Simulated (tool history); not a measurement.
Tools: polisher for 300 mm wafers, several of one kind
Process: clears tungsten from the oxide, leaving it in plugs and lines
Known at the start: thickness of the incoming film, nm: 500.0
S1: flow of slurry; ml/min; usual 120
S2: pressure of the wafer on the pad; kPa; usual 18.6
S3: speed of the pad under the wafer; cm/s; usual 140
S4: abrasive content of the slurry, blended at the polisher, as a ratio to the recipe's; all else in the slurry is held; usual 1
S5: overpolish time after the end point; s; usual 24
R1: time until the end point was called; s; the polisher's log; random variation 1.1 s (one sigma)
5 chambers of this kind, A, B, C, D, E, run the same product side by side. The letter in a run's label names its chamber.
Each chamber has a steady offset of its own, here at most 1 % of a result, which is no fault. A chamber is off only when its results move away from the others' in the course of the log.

run	hour	S1	S2	S3	S4	S5	R1
# hour 1.2: chamber B: head pressure recalibrated
# hour 5: chamber E: worn pad replaced by a new one
# hour 8.8: chamber C: slurry nozzle cleaned
# hour 10.4: chamber C: slurry blender recalibrated
1E	10.4	120	18.6	140	1	24	119.06
# hour 17.6: chamber E: slurry blender recalibrated
# hour 18.6: chamber D: worn pad replaced by a new one
# hour 19.9: chamber C: slurry tank refilled with fresh slurry and peroxide
2D	24.3	120	18.6	140	1	24	117.59
3A	35.7	120	18.6	140	1	24	119.37
# hour 39.5: chamber B: slurry tank refilled with fresh slurry and peroxide
4B	45	120	18.6	140	1	24	117.85
# hour 46.2: chamber C: worn pad replaced by a new one
# hour 56.9: chamber E: head pressure recalibrated
5C	58.6	120	18.6	126	1	32	131.38
6C	71	120	18.6	126	1	32	133.84
# hour 77: chamber A: slurry tank refilled with fresh slurry and peroxide
# hour 83.1: chamber C: head pressure recalibrated
7B	85.8	120	18.6	126	1	32	133.01
# hour 91.8: chamber D: slurry tank refilled with fresh slurry and peroxide
8E	99.4	120	18.6	126	1	32	131.96
# hour 109: chamber C: slurry tank refilled with fresh slurry and peroxide
9A	109	120	18.6	126	1	32	135.06
# hour 112: chamber E: slurry tank refilled with fresh slurry and peroxide
10D	121.3	120	18.6	140	1	24	118.01
# hour 121.9: chamber A: worn pad replaced by a new one
# hour 122.4: chamber B: worn pad replaced by a new one
# hour 126.2: chamber E: worn pad replaced by a new one
# hour 130.8: chamber C: slurry blender recalibrated
# hour 134.2: chamber C: worn pad replaced by a new one
# hour 135.8: chamber B: slurry tank refilled with fresh slurry and peroxide
11D	137.1	120	18.6	140	1	24	119.38
# hour 140.1: chamber A: slurry nozzle cleaned
# hour 144.3: chamber D: worn pad replaced by a new one
# hour 147: chamber B: slurry blender recalibrated
12A	152.7	120	18.6	140	1	24	119.7
13C	161.8	120	18.6	140	1	24	118.01
14B	177.5	120	18.6	140	1	24	118.77
# hour 186.9: chamber A: slurry tank refilled with fresh slurry and peroxide
15E	190.5	120	18.6	140	1	24	118.03
# hour 202.1: chamber C: slurry tank refilled with fresh slurry and peroxide
16C	203.1	120	18.6	140	1	24	117.76
# hour 206.1: chamber A: slurry blender recalibrated
# hour 210.3: chamber D: slurry blender recalibrated
17E	214.3	120	18.6	140	1	24	118.02
# hour 219.6: chamber E: worn pad replaced by a new one
# hour 227.5: chamber D: slurry tank refilled with fresh slurry and peroxide
18B	228.8	120	18.6	140	1	24	118.36
# hour 231: chamber C: worn pad replaced by a new one
# hour 234.6: chamber B: slurry tank refilled with fresh slurry and peroxide
19A	237.4	120	18.6	140	1	24	119.25
# hour 242.9: chamber A: worn pad replaced by a new one
# hour 245.7: chamber C: slurry blender recalibrated
20D	251.9	95	18.6	140	1	32	126.61
# hour 261.2: chamber B: worn pad replaced by a new one
# hour 262.3: chamber D: worn pad replaced by a new one
21C	265.1	95	18.6	140	1	32	125.93
22B	274.2	95	18.6	140	1	32	125.41
23D	289.7	95	18.6	140	1	32	124.29
# hour 289.9: chamber E: slurry tank refilled with fresh slurry and peroxide
# hour 291.1: chamber C: slurry tank refilled with fresh slurry and peroxide
# hour 293.8: chamber A: head pressure recalibrated
24A	303.1	95	18.6	140	1	32	126.01
# hour 316.8: chamber B: slurry tank refilled with fresh slurry and peroxide
25E	317.1	120	21.4	140	1	24	103.03
# hour 322.4: chamber C: worn pad replaced by a new one
# hour 322.5: chamber A: slurry tank refilled with fresh slurry and peroxide
# hour 327.5: chamber D: slurry nozzle cleaned
# hour 328: chamber E: worn pad replaced by a new one
26E	332.8	120	21.4	140	1	24	103.02
27D	340.8	120	21.4	140	1	24	103.52
28B	355.8	120	21.4	140	1	24	103.16
# hour 366.2: chamber B: worn pad replaced by a new one
# hour 368: chamber A: worn pad replaced by a new one
29C	371.4	120	21.4	140	1	24	104.57
# hour 373.6: chamber D: slurry tank refilled with fresh slurry and peroxide
# hour 376.4: chamber D: head pressure recalibrated
# hour 379.2: chamber C: slurry blender recalibrated
30A	380.6	120	18.6	140	1	24	121.31
# hour 382: chamber C: slurry tank refilled with fresh slurry and peroxide
# hour 384.1: chamber D: worn pad replaced by a new one
31A	389.3	120	18.6	140	1	24	119.92
# hour 399.9: chamber B: slurry tank refilled with fresh slurry and peroxide
32D	401.5	120	18.6	140	1	35	118.58
33E	415.2	120	18.6	140	1	35	118.63
34B	422.6	120	18.6	140	1	35	118.45
# hour 422.7: chamber C: worn pad replaced by a new one
# hour 432.2: chamber C: head pressure recalibrated
35C	436	120	18.6	140	1	35	120.77
# hour 436.7: chamber E: slurry nozzle cleaned
36C	446.5	120	18.6	140	1	35	119.5
# hour 450: chamber E: worn pad replaced by a new one
37E	457.6	120	18.6	140	1	24	119.5

What goes on in this fleet: one chamber off, a drifting gauge, or nothing beyond the chambers' own small offsets? Name the chamber and the cause, if any.

No chamber stands off beyond its own small offset, and the gauge holds steady.

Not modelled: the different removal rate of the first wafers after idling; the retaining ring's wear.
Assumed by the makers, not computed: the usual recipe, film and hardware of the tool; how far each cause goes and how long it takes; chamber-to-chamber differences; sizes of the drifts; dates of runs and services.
